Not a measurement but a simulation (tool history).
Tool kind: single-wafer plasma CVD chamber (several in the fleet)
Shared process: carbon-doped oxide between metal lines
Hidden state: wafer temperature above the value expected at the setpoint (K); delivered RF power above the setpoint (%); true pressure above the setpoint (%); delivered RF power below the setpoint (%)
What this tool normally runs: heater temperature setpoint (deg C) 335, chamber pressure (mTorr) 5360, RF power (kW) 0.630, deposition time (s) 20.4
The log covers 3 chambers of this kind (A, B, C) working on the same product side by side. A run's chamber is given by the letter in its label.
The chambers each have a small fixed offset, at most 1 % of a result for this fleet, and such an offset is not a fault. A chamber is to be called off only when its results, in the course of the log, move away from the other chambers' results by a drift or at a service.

run	hour	heater temperature setpoint (deg C)	chamber pressure (mTorr)	RF power (kW)	deposition time (s)	hours since the last thermocouple change	hours since the last RF generator calibration	hours since the last manometer calibration	read-back reference wafer on the same gauge, thickness_nm	mean film thickness on the monitor wafer (nm)
1C	7.3	335	5360	0.630	20.4	761.6	650.6	1010.1	102.92	127.37
2B	19.0	335	5360	0.630	20.4	120.3	207.2	48.0	103.08	127.45
3A	28.0	335	5360	0.630	20.4	1745.0	1836.7	976.2	102.98	127.84
4C	39.0	335	5360	0.630	20.4	793.3	682.3	1041.8	102.99	126.33
# hour 39.2: chamber A: thermocouple changed; heater temperature recalibrated
5A	45.7	335	5360	0.630	20.4	6.6	1854.4	993.9	102.91	127.86
6B	53.3	335	5360	0.630	20.4	154.6	241.5	82.3	102.90	127.73
7A	64.0	335	5360	0.630	20.4	24.9	1872.7	1012.2	102.98	128.62
8C	72.8	335	5360	0.630	20.4	827.1	716.1	1075.6	103.08	126.36
9B	83.4	335	5360	0.630	20.4	184.7	271.6	112.4	102.95	128.39
10A	91.4	335	5360	0.630	20.4	52.3	1900.1	1039.6	102.91	128.79
11B	99.0	335	5360	0.630	20.4	200.3	287.2	128.0	103.01	129.19
12C	106.9	335	5360	0.630	20.4	861.2	750.2	1109.7	103.01	126.99
13A	118.8	335	5360	0.630	20.4	79.7	1927.5	1067.0	102.94	128.39
14C	130.3	335	5360	0.630	20.4	884.6	773.6	1133.1	102.95	126.67
15B	140.5	335	5360	0.630	20.4	241.8	328.7	169.5	103.00	128.20
16C	150.0	335	5360	0.630	20.4	904.3	793.3	1152.8	103.10	126.88
17A	158.0	335	5360	0.630	20.4	118.9	1966.7	1106.2	103.03	129.06
18B	170.9	335	5360	0.630	20.4	272.2	359.1	199.9	102.95	128.44
# hour 174.1: chamber A: RF generator calibrated
19B	179.4	335	5360	0.630	20.4	280.7	367.6	208.4	102.91	128.35
20C	185.3	335	5360	0.630	20.4	939.6	828.6	1188.1	103.00	127.64
21A	197.7	335	5360	0.630	20.4	158.6	23.6	1145.9	102.92	128.26
22A	206.4	335	4460	0.630	20.4	167.3	32.3	1154.6	103.01	125.32
23B	216.0	335	4460	0.630	20.4	317.3	404.2	245.0	103.11	125.14
24C	226.2	335	4460	0.630	20.4	980.5	869.5	1229.0	102.89	124.01
25A	237.4	335	6270	0.630	18.6	198.3	63.3	1185.6	103.02	118.97
26B	248.1	335	6270	0.630	18.6	349.4	436.3	277.1	103.06	120.30

Does one chamber stand apart from the rest, does the shared gauge drift, or is all well apart from small per-chamber offsets? Give the chamber and the most likely cause, where there is one.

No chamber is off and the gauge is stable; the differences are just each chamber's small, constant offset.

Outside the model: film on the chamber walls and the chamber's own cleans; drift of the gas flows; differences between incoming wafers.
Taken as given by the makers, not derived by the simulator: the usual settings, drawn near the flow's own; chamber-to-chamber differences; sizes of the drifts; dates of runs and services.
